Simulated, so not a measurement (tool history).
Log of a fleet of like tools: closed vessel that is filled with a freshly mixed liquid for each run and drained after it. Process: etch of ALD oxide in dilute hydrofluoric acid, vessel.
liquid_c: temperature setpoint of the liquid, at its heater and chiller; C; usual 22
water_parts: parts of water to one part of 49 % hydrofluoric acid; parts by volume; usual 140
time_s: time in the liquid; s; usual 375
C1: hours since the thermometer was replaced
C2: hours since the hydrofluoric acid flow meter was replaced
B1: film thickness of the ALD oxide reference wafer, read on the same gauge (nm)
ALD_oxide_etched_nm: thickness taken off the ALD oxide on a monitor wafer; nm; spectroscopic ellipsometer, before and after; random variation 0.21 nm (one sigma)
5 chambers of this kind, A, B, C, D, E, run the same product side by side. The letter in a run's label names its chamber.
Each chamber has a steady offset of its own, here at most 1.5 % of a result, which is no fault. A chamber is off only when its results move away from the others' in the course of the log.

At day 0.138: chamber D: thermometer replaced.
Run 1C, day 0.283: usual settings; C1 730.1; C2 561; B1 90.002. Result: ALD_oxide_etched_nm 57.693 nm.
Run 2B, day 0.421: usual settings; C1 480.2; C2 1698.8; B1 89.978. Result: ALD_oxide_etched_nm 58.659 nm.
Run 3E, day 0.675: usual settings; C1 880.5; C2 192.7; B1 89.989. Result: ALD_oxide_etched_nm 58.643 nm.
Run 4D, day 0.912: usual settings; C1 18.7; C2 1333; B1 89.986. Result: ALD_oxide_etched_nm 58.207 nm.
Run 5A, day 1.108: usual settings; C1 700.1; C2 1504.8; B1 89.978. Result: ALD_oxide_etched_nm 59.093 nm.
Run 6D, day 1.362: usual settings; C1 29.5; C2 1343.8; B1 90. Result: ALD_oxide_etched_nm 58.132 nm.
Run 7A, day 1.608: usual settings; C1 712.1; C2 1516.8; B1 89.988. Result: ALD_oxide_etched_nm 58.842 nm.
Run 8C, day 1.783: usual settings; C1 766.1; C2 597; B1 89.998. Result: ALD_oxide_etched_nm 57.692 nm.
Run 9B, day 2.017: usual settings; C1 518.5; C2 1737.1; B1 89.993. Result: ALD_oxide_etched_nm 58.543 nm.
Run 10E, day 2.279: usual settings; C1 919; C2 231.2; B1 89.983. Result: ALD_oxide_etched_nm 58.83 nm.
Run 11E, day 2.412: usual settings; C1 922.2; C2 234.4; B1 90.021. Result: ALD_oxide_etched_nm 58.587 nm.
Run 12B, day 2.554: usual settings; C1 531.4; C2 1750; B1 90.011. Result: ALD_oxide_etched_nm 58.49 nm.
Run 13A, day 2.788: usual settings; C1 740.4; C2 1545.1; B1 90.005. Result: ALD_oxide_etched_nm 59.155 nm.
Run 14C, day 3.017: usual settings; C1 795.7; C2 626.6; B1 89.989. Result: ALD_oxide_etched_nm 57.317 nm.
Run 15D, day 3.2: usual settings but water_parts 95 parts by volume; C1 73.6; C2 1387.9; B1 90.035. Result: ALD_oxide_etched_nm 89.733 nm.
Run 16B, day 3.483: usual settings but water_parts 95 parts by volume; C1 553.7; C2 1772.3; B1 90.009. Result: ALD_oxide_etched_nm 90.688 nm.
Run 17A, day 3.712: usual settings but water_parts 95 parts by volume; C1 762.6; C2 1567.3; B1 90.03. Result: ALD_oxide_etched_nm 93.005 nm.
Run 18D, day 3.95: usual settings but water_parts 95 parts by volume; C1 91.6; C2 1405.9; B1 90.004. Result: ALD_oxide_etched_nm 89.346 nm.
Run 19E, day 4.1: usual settings but water_parts 95 parts by volume; C1 962.7; C2 274.9; B1 89.983. Result: ALD_oxide_etched_nm 89.446 nm.
Run 20C, day 4.296: usual settings; C1 826.4; C2 657.3; B1 90.016. Result: ALD_oxide_etched_nm 57.38 nm.
Run 21B, day 4.467: usual settings; C1 577.3; C2 1795.9; B1 89.991. Result: ALD_oxide_etched_nm 58.485 nm.
Run 22A, day 4.679: usual settings; C1 785.8; C2 1590.5; B1 89.996. Result: ALD_oxide_etched_nm 60.133 nm.
Run 23E, day 4.875: usual settings; C1 981.3; C2 293.5; B1 89.993. Result: ALD_oxide_etched_nm 58.52 nm.
At day 4.892: chamber A: hydrofluoric acid flow meter replaced.
Run 24C, day 5.071: usual settings; C1 845; C2 675.9; B1 90.012. Result: ALD_oxide_etched_nm 57.556 nm.
Run 25D, day 5.242: usual settings; C1 122.6; C2 1436.9; B1 90.009. Result: ALD_oxide_etched_nm 58.059 nm.
Run 26C, day 5.4: usual settings; C1 852.9; C2 683.8; B1 90.043. Result: ALD_oxide_etched_nm 57.575 nm.
Run 27D, day 5.612: usual settings; C1 131.5; C2 1445.8; B1 90.022. Result: ALD_oxide_etched_nm 58.319 nm.
At day 5.717: chamber D: hydrofluoric acid flow meter replaced.
Run 28A, day 5.879: usual settings; C1 814.6; C2 23.8; B1 89.995. Result: ALD_oxide_etched_nm 60.431 nm.
Run 29E, day 6.071: usual settings; C1 1010; C2 322.2; B1 90.002. Result: ALD_oxide_etched_nm 58.655 nm.
Run 30B, day 6.233: usual settings but liquid_c 26.5 C, water_parts 165 parts by volume; C1 619.7; C2 1838.3; B1 89.979. Result: ALD_oxide_etched_nm 56.994 nm.
Run 31D, day 6.392: usual settings but liquid_c 26.5 C, water_parts 165 parts by volume; C1 150.2; C2 16.2; B1 89.981. Result: ALD_oxide_etched_nm 57.034 nm.
Run 32A, day 6.638: usual settings but liquid_c 26.5 C, water_parts 165 parts by volume; C1 832.8; C2 42; B1 90. Result: ALD_oxide_etched_nm 59.266 nm.
Run 33B, day 6.779: usual settings but liquid_c 26.5 C, water_parts 165 parts by volume; C1 632.8; C2 1851.4; B1 89.988. Result: ALD_oxide_etched_nm 57.102 nm.
Run 34E, day 7.008: usual settings but liquid_c 26.5 C, water_parts 165 parts by volume; C1 1032.5; C2 344.7; B1 90.017. Result: ALD_oxide_etched_nm 57.458 nm.
Run 35C, day 7.217: usual settings; C1 896.5; C2 727.4; B1 89.97. Result: ALD_oxide_etched_nm 57.826 nm.
Run 36D, day 7.433: usual settings; C1 175.2; C2 41.2; B1 89.987. Result: ALD_oxide_etched_nm 58.352 nm.
Run 37C, day 7.654: usual settings; C1 907; C2 737.9; B1 90.008. Result: ALD_oxide_etched_nm 57.375 nm.
Run 38A, day 7.938: usual settings; C1 864; C2 73.2; B1 90.01. Result: ALD_oxide_etched_nm 61.279 nm.
Run 39E, day 8.179: usual settings; C1 1060.6; C2 372.8; B1 89.985. Result: ALD_oxide_etched_nm 58.485 nm.
Run 40B, day 8.438: usual settings; C1 672.6; C2 1891.2; B1 89.986. Result: ALD_oxide_etched_nm 57.994 nm.

Next, every chamber runs the same settings. What will each give?
Run 41A, day 8.654: usual settings. Result: ALD_oxide_etched_nm ?.
Run 41B, day 8.654: usual settings. Result: ALD_oxide_etched_nm ?.
Run 41C, day 8.654: usual settings. Result: ALD_oxide_etched_nm ?.
Run 41D, day 8.654: usual settings. Result: ALD_oxide_etched_nm ?.
Run 41E, day 8.654: usual settings. Result: ALD_oxide_etched_nm ?.

run  ALD_oxide_etched_nm
41A               61.365
41B               58.608
41C               57.418
41D                58.42
41E               58.583
